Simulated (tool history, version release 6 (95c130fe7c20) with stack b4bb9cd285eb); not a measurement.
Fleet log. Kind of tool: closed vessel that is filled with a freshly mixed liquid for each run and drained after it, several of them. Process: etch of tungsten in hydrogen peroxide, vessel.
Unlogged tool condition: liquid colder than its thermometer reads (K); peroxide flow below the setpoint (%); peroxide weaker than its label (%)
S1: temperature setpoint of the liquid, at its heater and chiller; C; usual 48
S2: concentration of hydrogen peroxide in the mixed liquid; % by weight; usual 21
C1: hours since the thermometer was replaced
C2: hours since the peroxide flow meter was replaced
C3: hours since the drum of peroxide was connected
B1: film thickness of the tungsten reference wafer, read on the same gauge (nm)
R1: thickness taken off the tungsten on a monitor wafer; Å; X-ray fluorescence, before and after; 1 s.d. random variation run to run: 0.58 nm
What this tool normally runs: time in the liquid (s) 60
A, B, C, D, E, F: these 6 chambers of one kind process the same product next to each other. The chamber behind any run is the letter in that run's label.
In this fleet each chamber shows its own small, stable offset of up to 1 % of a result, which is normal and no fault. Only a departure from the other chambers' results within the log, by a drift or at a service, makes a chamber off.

-- hour=2.4 chamber C: new drum of peroxide connected
-- hour=9.5 chamber A: thermometer replaced
run 1F hour=11.7 | S1=48 S2=21 time_in_the_liquid_(s)=60 | C1=454.4 C2=484.2 C3=741.8 | B1=130.03 | R1=615.71
run 2E hour=21.0 | S1=48 S2=21 time_in_the_liquid_(s)=60 | C1=157.3 C2=1499.1 C3=1059.5 | B1=129.99 | R1=605.37
run 3B hour=30.3 | S1=48 S2=21 time_in_the_liquid_(s)=60 | C1=1410.8 C2=855.6 C3=447.8 | B1=130.01 | R1=609.99
run 4C hour=39.9 | S1=48 S2=21 time_in_the_liquid_(s)=60 | C1=765.6 C2=588.1 C3=37.5 | B1=130.00 | R1=613.99
run 5D hour=51.0 | S1=48 S2=21 time_in_the_liquid_(s)=60 | C1=1274.6 C2=130.6 C3=458.6 | B1=129.99 | R1=604.33
run 6A hour=57.8 | S1=56 S2=21 time_in_the_liquid_(s)=30 | C1=48.3 C2=668.0 C3=792.5 | B1=129.98 | R1=497.50
run 7A hour=67.5 | S1=56 S2=21 time_in_the_liquid_(s)=30 | C1=58.0 C2=677.7 C3=802.2 | B1=129.99 | R1=497.78
run 8D hour=75.3 | S1=56 S2=21 time_in_the_liquid_(s)=30 | C1=1298.9 C2=154.9 C3=482.9 | B1=129.96 | R1=497.03
run 9E hour=83.5 | S1=56 S2=21 time_in_the_liquid_(s)=30 | C1=219.8 C2=1561.6 C3=1122.0 | B1=129.98 | R1=500.96
run 10C hour=93.7 | S1=56 S2=21 time_in_the_liquid_(s)=30 | C1=819.4 C2=641.9 C3=91.3 | B1=129.97 | R1=501.56
-- hour=98.2 chamber A: peroxide flow meter replaced
run 11F hour=106.6 | S1=56 S2=21 time_in_the_liquid_(s)=30 | C1=549.3 C2=579.1 C3=836.7 | B1=130.01 | R1=478.71
run 12B hour=117.0 | S1=48 S2=21 time_in_the_liquid_(s)=60 | C1=1497.5 C2=942.3 C3=534.5 | B1=130.01 | R1=605.78
run 13C hour=123.7 | S1=48 S2=21 time_in_the_liquid_(s)=60 | C1=849.4 C2=671.9 C3=121.3 | B1=129.98 | R1=606.30
run 14D hour=132.5 | S1=48 S2=21 time_in_the_liquid_(s)=60 | C1=1356.1 C2=212.1 C3=540.1 | B1=129.98 | R1=606.29
run 15F hour=141.8 | S1=48 S2=21 time_in_the_liquid_(s)=60 | C1=584.5 C2=614.3 C3=871.9 | B1=129.99 | R1=583.40
run 16B hour=149.9 | S1=48 S2=21 time_in_the_liquid_(s)=60 | C1=1530.4 C2=975.2 C3=567.4 | B1=130.02 | R1=614.81
run 17A hour=158.3 | S1=48 S2=21 time_in_the_liquid_(s)=60 | C1=148.8 C2=60.1 C3=893.0 | B1=129.99 | R1=599.55
run 18E hour=167.8 | S1=48 S2=21 time_in_the_liquid_(s)=60 | C1=304.1 C2=1645.9 C3=1206.3 | B1=129.98 | R1=601.80
run 19A hour=175.5 | S1=48 S2=21 time_in_the_liquid_(s)=60 | C1=166.0 C2=77.3 C3=910.2 | B1=130.00 | R1=612.94
run 20E hour=185.4 | S1=48 S2=21 time_in_the_liquid_(s)=60 | C1=321.7 C2=1663.5 C3=1223.9 | B1=130.00 | R1=609.33
run 21B hour=193.8 | S1=48 S2=21 time_in_the_liquid_(s)=60 | C1=1574.3 C2=1019.1 C3=611.3 | B1=129.98 | R1=620.06
run 22C hour=201.8 | S1=48 S2=21 time_in_the_liquid_(s)=60 | C1=927.5 C2=750.0 C3=199.4 | B1=129.99 | R1=606.77
run 23D hour=210.2 | S1=48 S2=21 time_in_the_liquid_(s)=60 | C1=1433.8 C2=289.8 C3=617.8 | B1=129.98 | R1=615.08
run 24F hour=217.6 | S1=48 S2=21 time_in_the_liquid_(s)=60 | C1=660.3 C2=690.1 C3=947.7 | B1=130.02 | R1=552.67
run 25F hour=229.3 | S1=48 S2=15 time_in_the_liquid_(s)=85 | C1=672.0 C2=701.8 C3=959.4 | B1=130.01 | R1=665.37
run 26C hour=235.3 | S1=48 S2=15 time_in_the_liquid_(s)=85 | C1=961.0 C2=783.5 C3=232.9 | B1=129.97 | R1=735.84
-- hour=246.5 chamber F: new drum of peroxide connected
run 27B hour=247.0 | S1=48 S2=15 time_in_the_liquid_(s)=85 | C1=1627.5 C2=1072.3 C3=664.5 | B1=129.97 | R1=726.48
-- hour=255.9 chamber B: peroxide flow meter replaced
run 28D hour=258.9 | S1=48 S2=15 time_in_the_liquid_(s)=85 | C1=1482.5 C2=338.5 C3=666.5 | B1=130.00 | R1=727.32
-- hour=262.2 chamber E: peroxide flow meter replaced
run 29E hour=268.1 | S1=48 S2=15 time_in_the_liquid_(s)=85 | C1=404.4 C2=5.9 C3=1306.6 | B1=130.00 | R1=746.14
run 30A hour=274.7 | S1=48 S2=15 time_in_the_liquid_(s)=85 | C1=265.2 C2=176.5 C3=1009.4 | B1=129.99 | R1=729.32
run 31D hour=283.9 | S1=48 S2=24 time_in_the_liquid_(s)=60 | C1=1507.5 C2=363.5 C3=691.5 | B1=129.97 | R1=640.85
run 32B hour=294.6 | S1=48 S2=24 time_in_the_liquid_(s)=60 | C1=1675.1 C2=38.8 C3=712.1 | B1=129.98 | R1=666.77
run 33C hour=301.7 | S1=48 S2=24 time_in_the_liquid_(s)=60 | C1=1027.4 C2=849.9 C3=299.3 | B1=129.98 | R1=663.14
run 34F hour=309.6 | S1=48 S2=24 time_in_the_liquid_(s)=60 | C1=752.3 C2=782.1 C3=63.1 | B1=130.00 | R1=573.77
-- hour=315.3 chamber D: thermometer replaced
run 35E hour=318.3 | S1=48 S2=24 time_in_the_liquid_(s)=60 | C1=454.6 C2=56.1 C3=1356.8 | B1=130.04 | R1=653.45
run 36A hour=325.1 | S1=48 S2=24 time_in_the_liquid_(s)=60 | C1=315.6 C2=226.9 C3=1059.8 | B1=130.00 | R1=650.92
run 37D hour=334.4 | S1=48 S2=21 time_in_the_liquid_(s)=60 | C1=19.2 C2=414.0 C3=742.0 | B1=130.03 | R1=600.75

Decide between three cases: one chamber stands off from its peers, the gauge reading all wafers drifts, or nothing is wrong past each chamber's small offset. Where a chamber is off, say which and what most likely put it there.

It is chamber F that slowly wanders off from its peers.
Cause: liquid colder than its thermometer reads (K) = 2.22.

Chamber F could run next with any of the 4 candidate recipes listed below; each alters the usual settings, and their results appear as question marks. Which one brings its results back in line with what the other chambers deliver on the usual settings?
In line here means within this much of the mean the other chambers give on the usual settings: R1 20.00 Å
run 38F-1 hour=343.7 | S1=48 S2=21 time_in_the_liquid_(s)=65 | R1=?
run 38F-2 hour=343.7 | S1=48 S2=21 time_in_the_liquid_(s)=70 | R1=?
run 38F-3 hour=343.7 | S1=47 S2=21 time_in_the_liquid_(s)=55 | R1=?
run 38F-4 hour=343.7 | S1=48 S2=21 time_in_the_liquid_(s)=55 | R1=?

Average result of the remaining chambers running the usual settings: R1 610.07 Å
run=38F-1 R1=569.45
run=38F-2 R1=613.25
run=38F-3 R1=452.16
run=38F-4 R1=481.84
38F-2 brings the chamber back in line.
